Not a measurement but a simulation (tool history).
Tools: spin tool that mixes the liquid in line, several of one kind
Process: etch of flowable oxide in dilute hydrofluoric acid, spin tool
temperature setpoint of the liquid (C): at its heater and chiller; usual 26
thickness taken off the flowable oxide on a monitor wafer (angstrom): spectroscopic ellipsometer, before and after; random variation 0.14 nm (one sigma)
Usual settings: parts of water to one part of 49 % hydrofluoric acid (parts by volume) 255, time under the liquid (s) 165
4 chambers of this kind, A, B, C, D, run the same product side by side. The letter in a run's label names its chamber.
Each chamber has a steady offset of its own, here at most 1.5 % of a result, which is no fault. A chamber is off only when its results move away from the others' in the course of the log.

| run | hour | temperature setpoint of the liquid (C) | parts of water to one part of 49 % hydrofluoric acid (parts by volume) | time under the liquid (s) | read-back film thickness of the flowable oxide reference wafer, read on the same gauge (nm) | thickness taken off the flowable oxide on a monitor wafer (angstrom) |
|---|---|---|---|---|---|---|
| 1C | 6.9 | 26 | 255 | 165 | 40.033 | 183.87 |
| 2A | 13 | 26 | 255 | 165 | 39.984 | 183.87 |
| 3B | 25.2 | 26 | 255 | 165 | 40.018 | 184.27 |
| 4D | 37.5 | 26 | 255 | 165 | 39.994 | 185.91 |
| 5A | 44.4 | 26 | 255 | 165 | 39.995 | 186.53 |
| 6D | 56.8 | 26 | 255 | 165 | 39.985 | 186.14 |
| 7B | 67.9 | 26 | 255 | 165 | 40.012 | 183.86 |
| 8C | 74.6 | 26 | 255 | 165 | 39.97 | 183.11 |
| 9A | 83.9 | 26 | 255 | 165 | 40.016 | 188.06 |
| 10C | 91.2 | 26 | 360 | 165 | 40.007 | 119.27 |
| 11D | 104.7 | 26 | 360 | 165 | 39.996 | 118.64 |
| 12B | 114.9 | 26 | 360 | 165 | 39.996 | 118.97 |
| 13B | 124.7 | 26 | 360 | 165 | 39.994 | 117.8 |
| 14D | 134.1 | 26 | 255 | 165 | 39.993 | 185.4 |
| 15A | 142.6 | 26 | 255 | 165 | 39.975 | 187.61 |
| 16C | 149.1 | 26 | 255 | 165 | 40.009 | 184.34 |
| 17C | 162.1 | 26 | 255 | 165 | 40.002 | 184.1 |
| 18B | 174.9 | 26 | 255 | 165 | 39.992 | 185.4 |
| 19D | 183.3 | 26 | 255 | 165 | 39.98 | 185.14 |
| 20A | 191.7 | 26 | 255 | 165 | 39.991 | 180.69 |
| 21C | 203.4 | 26 | 255 | 165 | 40.024 | 184.98 |
| 22B | 209.7 | 26 | 255 | 165 | 39.988 | 181.92 |
| 23D | 221.1 | 26 | 255 | 165 | 39.976 | 185.1 |
|  | 225 | chamber C: thermometer replaced |
| 24A | 231.1 | 26 | 255 | 165 | 39.993 | 174.62 |
| 25B | 239.5 | 26 | 255 | 165 | 40 | 186.3 |
| 26C | 250.1 | 26 | 255 | 165 | 40.001 | 184.52 |
| 27D | 259.6 | 26 | 255 | 165 | 40.003 | 183.31 |
| 28A | 271.5 | 26 | 255 | 165 | 40.016 | 170.4 |
| 29D | 278.5 | 26 | 255 | 165 | 40.002 | 183.64 |
| 30C | 286.4 | 26 | 255 | 165 | 39.981 | 183.93 |

What goes on in this fleet: one chamber off, a drifting gauge, or nothing beyond the chambers' own small offsets? Name the chamber and the cause, if any.

Chamber A drifts away from the others.
Cause: hydrofluoric acid flow below the setpoint (%) = 7.37.
The log may not tell that from: liquid colder than its thermometer reads (K).

Here are 4 candidates for chamber A's next run, each the usual settings with a change, their results left as question marks. Which one brings its results back in line with what the others give on the usual settings?
In line means no further than this from the other chambers' mean on the usual settings: thickness taken off the flowable oxide on a monitor wafer (angstrom) 4.8
| 31A-1 | 296.2 | 26 | 275 | 150 |  | ? |
| 31A-2 | 296.2 | 26 | 235 | 180 |  | ? |
| 31A-3 | 296.2 | 26 | 240 | 165 |  | ? |
| 31A-4 | 296.2 | 26 | 255 | 150 |  | ? |

The other chambers' mean on the usual settings: thickness taken off the flowable oxide on a monitor wafer (angstrom) 184.14
| run | thickness taken off the flowable oxide on a monitor wafer (angstrom) |
|---|---|
| 31A-1 | 139.39 |
| 31A-2 | 204.8 |
| 31A-3 | 182.76 |
| 31A-4 | 153.72 |
31A-3 brings the chamber back in line.
